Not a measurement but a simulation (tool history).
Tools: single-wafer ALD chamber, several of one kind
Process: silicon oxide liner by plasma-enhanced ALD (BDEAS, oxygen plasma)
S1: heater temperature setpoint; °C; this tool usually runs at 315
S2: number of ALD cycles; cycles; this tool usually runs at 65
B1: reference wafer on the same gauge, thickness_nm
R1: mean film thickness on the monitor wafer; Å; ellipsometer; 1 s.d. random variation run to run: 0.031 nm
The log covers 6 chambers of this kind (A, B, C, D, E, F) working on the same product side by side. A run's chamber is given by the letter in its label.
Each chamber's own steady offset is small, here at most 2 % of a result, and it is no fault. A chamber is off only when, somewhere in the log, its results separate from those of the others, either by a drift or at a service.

run 1C day=0.338 | S1=315 S2=65 | B1=6.2133 | R1=59.488
run 2F day=0.8 | S1=315 S2=65 | B1=6.2095 | R1=58.773
run 3D day=1.154 | S1=315 S2=65 | B1=6.2091 | R1=60.128
run 4A day=1.475 | S1=315 S2=65 | B1=6.2062 | R1=59.66
run 5E day=1.946 | S1=315 S2=65 | B1=6.2014 | R1=59.435
run 6B day=2.242 | S1=315 S2=65 | B1=6.2136 | R1=60.597
run 7A day=2.512 | S1=315 S2=65 | B1=6.2069 | R1=59.193
run 8D day=3.025 | S1=315 S2=60 | B1=6.2085 | R1=55.411
run 9B day=3.433 | S1=315 S2=60 | B1=6.2126 | R1=55.506
run 10C day=3.838 | S1=315 S2=60 | B1=6.2175 | R1=54.793
run 11F day=4.333 | S1=315 S2=60 | B1=6.2072 | R1=54.443
run 12E day=4.604 | S1=315 S2=60 | B1=6.2057 | R1=55.019
run 13B day=5.05 | S1=315 S2=60 | B1=6.2086 | R1=55.509
run 14D day=5.462 | S1=315 S2=65 | B1=6.2121 | R1=59.348
run 15F day=5.817 | S1=315 S2=65 | B1=6.2081 | R1=58.505
run 16A day=6.25 | S1=315 S2=65 | B1=6.2064 | R1=59.301
run 17E day=6.738 | S1=315 S2=65 | B1=6.2141 | R1=59.238
-- day=6.988 chamber E: thermocouple changed; heater temperature recalibrated
run 18C day=7.267 | S1=315 S2=65 | B1=6.217 | R1=59.353
run 19C day=7.808 | S1=315 S2=65 | B1=6.2098 | R1=58.765
run 20E day=8.117 | S1=315 S2=65 | B1=6.2059 | R1=59.632
-- day=8.192 chamber D: thermocouple changed; heater temperature recalibrated
run 21B day=8.542 | S1=315 S2=65 | B1=6.2088 | R1=60.143
run 22A day=8.783 | S1=301 S2=70 | B1=6.2095 | R1=65.985
run 23D day=9.283 | S1=301 S2=70 | B1=6.2066 | R1=65.671
run 24F day=9.725 | S1=301 S2=70 | B1=6.2025 | R1=63.982
run 25B day=10.062 | S1=301 S2=70 | B1=6.209 | R1=65.895
run 26F day=10.392 | S1=301 S2=70 | B1=6.2017 | R1=64.323
run 27E day=10.679 | S1=301 S2=70 | B1=6.216 | R1=65.187
run 28C day=10.954 | S1=315 S2=65 | B1=6.2128 | R1=59.306
run 29D day=11.288 | S1=315 S2=65 | B1=6.2059 | R1=59.259
run 30A day=11.725 | S1=315 S2=65 | B1=6.21 | R1=59.492
run 31B day=12.029 | S1=315 S2=65 | B1=6.2146 | R1=60.261
run 32A day=12.433 | S1=304 S2=53 | B1=6.2062 | R1=49.253
run 33D day=12.867 | S1=304 S2=53 | B1=6.2097 | R1=49.044
run 34F day=13.192 | S1=304 S2=53 | B1=6.2119 | R1=48.896
run 35E day=13.642 | S1=304 S2=53 | B1=6.2162 | R1=48.999
run 36C day=13.962 | S1=304 S2=53 | B1=6.2088 | R1=49.055
run 37B day=14.338 | S1=304 S2=53 | B1=6.2057 | R1=49.51

Decide between three cases: one chamber stands off from its peers, the gauge reading all wafers drifts, or nothing is wrong past each chamber's small offset. Where a chamber is off, say which and what most likely put it there.

Nothing is wrong: each chamber keeps only its own small, steady offset and the gauge holds still.
